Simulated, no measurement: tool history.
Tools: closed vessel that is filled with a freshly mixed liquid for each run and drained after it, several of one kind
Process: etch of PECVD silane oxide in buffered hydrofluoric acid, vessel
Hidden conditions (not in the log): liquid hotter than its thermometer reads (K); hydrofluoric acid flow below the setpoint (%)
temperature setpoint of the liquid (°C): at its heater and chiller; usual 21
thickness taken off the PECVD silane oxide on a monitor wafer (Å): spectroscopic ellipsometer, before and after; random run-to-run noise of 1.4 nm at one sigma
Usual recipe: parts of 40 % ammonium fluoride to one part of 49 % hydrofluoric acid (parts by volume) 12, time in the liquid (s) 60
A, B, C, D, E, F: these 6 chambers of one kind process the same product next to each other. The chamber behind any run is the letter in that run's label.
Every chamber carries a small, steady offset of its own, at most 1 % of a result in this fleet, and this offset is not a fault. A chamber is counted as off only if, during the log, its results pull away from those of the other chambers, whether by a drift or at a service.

run,day,temperature setpoint of the liquid (°C),parts of 40 % ammonium fluoride to one part of 49 % hydrofluoric acid (parts by volume),time in the liquid (s),hours since the thermometer was replaced,hours since the hydrofluoric acid flow meter was replaced,"read-back film thickness of the PECVD silane oxide reference wafer, read on the same gauge (nm)",thickness taken off the PECVD silane oxide on a monitor wafer (Å)
1A,0.117,21,12,60,523.9,182.9,40.001,1733.5
2E,0.233,21,12,60,772.2,1036.2,40.02,1787.6
3D,0.354,21,12,60,811.3,1514.2,39.953,1747.9
4C,0.483,21,12,60,202.5,1813.3,40.039,1756.4
5F,0.704,21,12,60,529.7,950.1,39.94,1757.7
6B,0.858,21,12,60,2084.9,839.2,40.004,1743
7B,0.979,21,10.5,35,2087.8,842.1,39.991,1148
8C,1.167,21,10.5,35,218.9,1829.7,39.973,1162.4
9A,1.396,21,10.5,35,554.6,213.6,39.961,1165.5
10D,1.629,21,10.5,35,841.9,1544.8,39.982,1170.5
11E,1.762,21,10.5,35,808.9,1072.9,40.004,1158.3
12F,1.946,21,10.5,35,559.5,979.9,39.958,1156.2
# day 2.054: chamber F: hydrofluoric acid flow meter replaced
13A,2.096,21,12,60,571.4,230.4,39.964,1782.6
14E,2.258,21,12,60,820.8,1084.8,40.004,1781.9
15C,2.438,21,12,60,249.4,1860.2,39.99,1718.8
16D,2.608,21,12,60,865.4,1568.3,40.038,1759.3
17B,2.725,21,12,60,2129.7,884,40.003,1722.2
18F,2.838,21,12,60,580.9,18.9,39.989,1755.9
19D,2.942,21,12,60,873.4,1576.3,40.001,1749.2
20C,3.05,21,12,60,264.1,1874.9,39.949,1764.4
21A,3.25,21,12,60,599.1,258.1,39.976,1818.7
22F,3.458,21,12,60,595.8,33.8,40.078,1762.2
23B,3.608,21,12,60,2150.9,905.2,39.977,1738.6
24E,3.829,21,12,60,858.5,1122.5,39.986,1755.3
25E,3.942,21,12,60,861.2,1125.2,40.015,1781.1
26F,4.125,21,12,60,611.8,49.8,39.996,1751.7
# day 4.167: chamber D: hydrofluoric acid flow meter replaced
# day 4.179: chamber B: thermometer replaced
27B,4.288,21,12,60,2.6,921.5,39.992,1721.1
28C,4.425,21,12,45,297.1,1907.9,39.954,1311.6
29D,4.621,21,12,45,913.7,10.9,39.954,1311.9
30A,4.742,21,12,45,634.9,293.9,40.001,1387.1
31D,4.95,21,12,45,921.6,18.8,39.985,1314.6
32E,5.096,21,12,45,888.9,1152.9,40.028,1336.9
33B,5.329,21,12,45,27.6,946.5,39.998,1292.4
34F,5.454,21,12,60,643.7,81.7,39.992,1771
35A,5.617,21,12,60,655.9,314.9,40.03,1846.1
36C,5.842,21,12,80,331.1,1941.9,39.988,2337.1
37C,5.95,21,12,80,333.7,1944.5,40.048,2314.1
38A,6.171,21,12,80,669.2,328.2,40.001,2459.4
39F,6.342,21,12,80,665,103,39.997,2335.4
40D,6.488,21,12,80,958.5,55.7,40.01,2342.7
41B,6.604,21,12,80,58.2,977.1,40.014,2316.7
42E,6.717,21,12,60,927.8,1191.8,40.041,1745.4

Has any chamber moved away from the others, gradually or after a service, or does the common gauge drift, or do the chambers differ only by their own small steady offsets? State the chamber and the most likely cause if one applies.

It is chamber A that slowly wanders off from its peers.
Most likely cause: liquid hotter than its thermometer reads (K) = 1.29.
With only this log, it may be confused with: hydrofluoric acid flow above the setpoint (%).

Chamber A could run next with any of the 4 candidate recipes listed below; each alters the usual settings, and their results appear as question marks. Which one brings its results back in line with what the other chambers deliver on the usual settings?
A result is in line if it is within this distance of the other chambers' mean on the usual settings: thickness taken off the PECVD silane oxide on a monitor wafer (Å) 47
43A-1,6.883,21.5,11.5,60,,,,?
43A-2,6.883,21,13,60,,,,?
43A-3,6.883,20.5,12,60,,,,?
43A-4,6.883,21.5,12,60,,,,?

On the usual settings, the other chambers give on average: thickness taken off the PECVD silane oxide on a monitor wafer (Å) 1754.5
run,thickness taken off the PECVD silane oxide on a monitor wafer (Å)
43A-1,2015
43A-2,1737.2
43A-3,1827.6
43A-4,1932.3
The answer is 43A-2, which returns the chamber to within the allowed miss of the others.
